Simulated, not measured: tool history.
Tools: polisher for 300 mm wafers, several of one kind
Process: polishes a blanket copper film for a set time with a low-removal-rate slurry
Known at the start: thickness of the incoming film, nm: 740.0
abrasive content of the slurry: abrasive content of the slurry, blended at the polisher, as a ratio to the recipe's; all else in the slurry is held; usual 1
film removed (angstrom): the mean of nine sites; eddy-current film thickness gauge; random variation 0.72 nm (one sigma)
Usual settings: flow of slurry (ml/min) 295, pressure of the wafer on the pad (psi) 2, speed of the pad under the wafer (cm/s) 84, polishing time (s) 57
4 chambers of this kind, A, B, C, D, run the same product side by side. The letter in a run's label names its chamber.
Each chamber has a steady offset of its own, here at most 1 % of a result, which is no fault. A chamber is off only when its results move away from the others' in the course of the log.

run,hour,flow of slurry (ml/min),pressure of the wafer on the pad (psi),speed of the pad under the wafer (cm/s),abrasive content of the slurry,polishing time (s),wafers polished on this pad,hours since the slurry nozzle was cleaned,hours since the head pressure was calibrated,hours since the slurry blender was calibrated,film removed (angstrom)
# hour 1: chamber B: slurry nozzle cleaned
1C,6.8,295,2,84,1,57,305,464.4,307.9,241.6,827.88
# hour 14.1: chamber B: slurry blender recalibrated
# hour 14.3: chamber A: worn pad replaced by a new one
2A,16.7,295,2,84,1,57,26,48.3,395.8,38.2,833.19
3D,27.8,295,2,84,1,57,391,62.8,388,408.3,836.11
4B,36.1,295,2,84,1,57,778,35.1,785.6,22.1,840.99
5C,41.3,295,2,84,1,57,674,498.9,342.4,276.1,821.79
6B,47.7,295,2,84,1,57,902,46.7,797.2,33.7,821.41
# hour 51.3: chamber C: worn pad replaced by a new one
7A,56.8,295,2,84,1,57,454,88.4,435.9,78.3,844.71
# hour 62.3: chamber D: slurry blender recalibrated
8D,67.7,295,2,84,1,57,818,102.7,427.9,5.5,829.77
# hour 69.2: chamber D: worn pad replaced by a new one
# hour 75: chamber A: worn pad replaced by a new one
9C,75.1,295,2,84,1,57,254,532.7,376.2,309.9,825.93
10A,81.1,295,2,84,1,57,66,112.7,460.2,102.6,826.95
11B,91.1,295,2,84,1,57,1366,90.1,840.6,77.1,830.21
12D,101.4,295,2,84,1,57,344,136.4,461.6,39.2,834.29
# hour 103.5: chamber C: slurry nozzle cleaned
# hour 106.1: chamber D: head pressure recalibrated
13D,109.2,295,2,84,1,57,427,144.2,3.2,47,825.29
# hour 117.5: chamber C: worn pad replaced by a new one
14C,118.4,295,2,84,1,57,10,14.9,419.5,353.2,834.28
# hour 119.3: chamber C: slurry blender recalibrated
15B,124.7,295,2,84,1,57,1725,123.7,874.2,110.7,821.4
# hour 133: chamber A: worn pad replaced by a new one
16A,134,295,2,84,1,57,11,165.6,513.1,155.5,836.37
17D,140.2,295,2,84,1,57,758,175.2,34.2,78,829.72
18C,149.4,295,2,84,1,57,341,45.9,450.5,30.2,825.57
# hour 153.7: chamber D: worn pad replaced by a new one
19A,157.5,295,2,84,1,57,262,189.1,536.6,179,828.16
20B,166.6,295,2,84,1,57,2173,165.6,916.1,152.6,820.36
21B,174.7,295,2,84,1,57,2260,173.7,924.2,160.7,812.46
# hour 179.6: chamber C: worn pad replaced by a new one
22A,183.8,295,2,84,1,57,543,215.4,562.9,205.3,824.97
# hour 185.6: chamber A: slurry blender recalibrated
23D,189.3,295,2,84,1,57,381,224.3,83.3,127.1,833.65
24C,197.3,295,2.3,70,1,57,189,93.8,498.4,78.1,799.23
# hour 202.8: chamber A: worn pad replaced by a new one
25C,207,295,2.3,70,1,57,293,103.5,508.1,87.8,797.01
26D,217.1,295,2.3,70,1,57,678,252.1,111.1,154.9,786.87
# hour 218.8: chamber B: slurry blender recalibrated
27B,222.5,295,2.3,70,1,57,2771,221.5,972,3.8,760.86
28A,230.4,295,2,84,1,76,295,262,609.5,44.8,1114
29B,236.2,295,2,84,1,76,2917,235.2,985.7,17.5,1044.6
# hour 237.7: chamber D: worn pad replaced by a new one
30D,245.1,295,2,84,1,76,79,280.1,139.1,182.9,1111.1
# hour 247.7: chamber C: worn pad replaced by a new one
31C,254.5,295,2,84,1,76,73,151,555.6,135.3,1104.7
# hour 256.3: chamber A: worn pad replaced by a new one
32A,259.9,295,2,84,1,57,39,291.5,639,74.3,837.55
33B,269.8,295,2,84,1,57,3276,268.8,1019.3,51.1,782.39
34A,278.4,295,2,84,1,57,237,310,657.5,92.8,823.41
35C,284.4,295,2,84,1,57,392,180.9,585.5,165.2,821.14
36D,291.8,295,2,84,1,57,578,326.8,185.8,229.6,811.65
37A,300.5,295,2,84,1,57,473,332.1,679.6,114.9,830.64
38B,311,295,2,84,1,57,3717,310,1060.5,92.3,768.63

Is one chamber off against the others, does the gauge drift, or is nothing wrong? If a chamber is off, say which, and what the likeliest cause is.

Chamber B drifts away from the others.
Cause: removal rate lost through wear of the pad, % = 8.65.
The log may not tell that from: head's pressure below its setpoint, %.

Here are 4 candidates for chamber B's next run, each the usual settings with a change, their results left as question marks. Which one brings its results back in line with what the others give on the usual settings?
In line means no further than this from the other chambers' mean on the usual settings: film removed (angstrom) 25
39B-1,319.1,295,1.9,82,1,57,,,,,?
39B-2,319.1,295,2.1,90,1,60,,,,,?
39B-3,319.1,295,2,78,1,52,,,,,?
39B-4,319.1,295,2.1,86,1,57,,,,,?

The other chambers' mean on the usual settings: film removed (angstrom) 831.14
run,film removed (angstrom)
39B-1,714.02
39B-2,909.51
39B-3,652.07
39B-4,826.01
39B-4 brings the chamber back in line.
